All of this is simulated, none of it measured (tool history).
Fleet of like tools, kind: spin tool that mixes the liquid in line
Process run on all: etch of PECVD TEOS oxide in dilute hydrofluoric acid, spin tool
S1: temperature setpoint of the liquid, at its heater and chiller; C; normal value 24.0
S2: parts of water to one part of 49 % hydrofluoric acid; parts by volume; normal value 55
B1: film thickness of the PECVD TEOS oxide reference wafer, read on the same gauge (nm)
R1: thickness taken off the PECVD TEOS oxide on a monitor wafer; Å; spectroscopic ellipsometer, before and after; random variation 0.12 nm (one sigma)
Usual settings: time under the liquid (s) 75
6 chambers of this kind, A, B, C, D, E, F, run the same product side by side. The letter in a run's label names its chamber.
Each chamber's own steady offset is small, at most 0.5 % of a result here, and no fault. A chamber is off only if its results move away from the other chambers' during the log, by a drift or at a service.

run 1E hour=8.0 | S1=24.0 S2=55 time_under_the_liquid_(s)=75 | B1=100.030 | R1=123.490
run 2C hour=15.4 | S1=24.0 S2=55 time_under_the_liquid_(s)=75 | B1=99.996 | R1=124.640
run 3A hour=25.5 | S1=24.0 S2=55 time_under_the_liquid_(s)=75 | B1=100.010 | R1=122.750
run 4B hour=30.6 | S1=24.0 S2=55 time_under_the_liquid_(s)=75 | B1=99.989 | R1=122.290
run 5F hour=36.2 | S1=24.0 S2=55 time_under_the_liquid_(s)=75 | B1=100.020 | R1=123.710
run 6D hour=43.5 | S1=24.0 S2=55 time_under_the_liquid_(s)=75 | B1=100.030 | R1=121.840
run 7B hour=48.8 | S1=24.0 S2=55 time_under_the_liquid_(s)=75 | B1=100.000 | R1=123.450
run 8F hour=57.6 | S1=24.0 S2=55 time_under_the_liquid_(s)=75 | B1=99.984 | R1=125.700
run 9D hour=67.1 | S1=24.0 S2=55 time_under_the_liquid_(s)=75 | B1=99.995 | R1=123.160
run 10A hour=76.0 | S1=24.0 S2=55 time_under_the_liquid_(s)=75 | B1=99.986 | R1=123.110
run 11E hour=80.7 | S1=27.5 S2=80 time_under_the_liquid_(s)=75 | B1=99.974 | R1=93.721
run 12C hour=86.2 | S1=27.5 S2=80 time_under_the_liquid_(s)=75 | B1=100.000 | R1=93.740
run 13E hour=92.3 | S1=27.5 S2=80 time_under_the_liquid_(s)=75 | B1=100.020 | R1=94.301
run 14A hour=100.9 | S1=27.5 S2=80 time_under_the_liquid_(s)=75 | B1=100.000 | R1=94.188
run 15D hour=108.5 | S1=27.5 S2=80 time_under_the_liquid_(s)=75 | B1=100.030 | R1=94.753
run 16B hour=113.9 | S1=27.5 S2=80 time_under_the_liquid_(s)=75 | B1=99.990 | R1=92.966
run 17F hour=118.6 | S1=24.0 S2=55 time_under_the_liquid_(s)=35 | B1=100.010 | R1=58.647
run 18C hour=124.2 | S1=24.0 S2=55 time_under_the_liquid_(s)=35 | B1=99.997 | R1=57.098
run 19A hour=133.5 | S1=24.0 S2=55 time_under_the_liquid_(s)=35 | B1=100.020 | R1=58.131
run 20E hour=138.2 | S1=24.0 S2=55 time_under_the_liquid_(s)=35 | B1=100.010 | R1=57.348
run 21D hour=144.0 | S1=24.0 S2=55 time_under_the_liquid_(s)=35 | B1=99.991 | R1=58.715
run 22B hour=153.1 | S1=24.0 S2=55 time_under_the_liquid_(s)=35 | B1=100.000 | R1=57.371
run 23C hour=159.3 | S1=24.0 S2=55 time_under_the_liquid_(s)=75 | B1=100.030 | R1=122.490
run 24F hour=169.3 | S1=24.0 S2=55 time_under_the_liquid_(s)=75 | B1=99.989 | R1=122.940
run 25D hour=174.6 | S1=24.0 S2=55 time_under_the_liquid_(s)=75 | B1=99.972 | R1=129.200
run 26F hour=180.4 | S1=24.0 S2=55 time_under_the_liquid_(s)=115 | B1=100.040 | R1=191.440
run 27B hour=186.5 | S1=24.0 S2=55 time_under_the_liquid_(s)=115 | B1=100.040 | R1=192.140
-- hour=194.7 chamber F: hydrofluoric acid flow meter replaced
run 28A hour=196.1 | S1=24.0 S2=55 time_under_the_liquid_(s)=115 | B1=99.954 | R1=190.280
run 29E hour=204.3 | S1=24.0 S2=55 time_under_the_liquid_(s)=115 | B1=100.020 | R1=189.270
run 30C hour=210.4 | S1=24.0 S2=55 time_under_the_liquid_(s)=115 | B1=99.982 | R1=185.120
run 31A hour=220.6 | S1=24.0 S2=55 time_under_the_liquid_(s)=115 | B1=99.986 | R1=189.020
run 32E hour=227.5 | S1=24.0 S2=55 time_under_the_liquid_(s)=75 | B1=99.996 | R1=123.810
run 33F hour=237.3 | S1=24.0 S2=55 time_under_the_liquid_(s)=75 | B1=100.010 | R1=122.650
run 34B hour=247.8 | S1=24.0 S2=55 time_under_the_liquid_(s)=75 | B1=100.030 | R1=122.310
run 35D hour=257.7 | S1=24.0 S2=55 time_under_the_liquid_(s)=75 | B1=99.995 | R1=135.740
run 36C hour=263.9 | S1=24.0 S2=55 time_under_the_liquid_(s)=75 | B1=99.962 | R1=122.940

The same settings go to every chamber for the next run, one line per chamber below. Forecast the results for each:
run 37A hour=271.4 | S1=24.0 S2=55 time_under_the_liquid_(s)=75 | R1=?
run 37B hour=271.4 | S1=24.0 S2=55 time_under_the_liquid_(s)=75 | R1=?
run 37C hour=271.4 | S1=24.0 S2=55 time_under_the_liquid_(s)=75 | R1=?
run 37D hour=271.4 | S1=24.0 S2=55 time_under_the_liquid_(s)=75 | R1=?
run 37E hour=271.4 | S1=24.0 S2=55 time_under_the_liquid_(s)=75 | R1=?
run 37F hour=271.4 | S1=24.0 S2=55 time_under_the_liquid_(s)=75 | R1=?

run=37A R1=124.490
run=37B R1=123.000
run=37C R1=119.820
run=37D R1=137.980
run=37E R1=122.280
run=37F R1=123.220
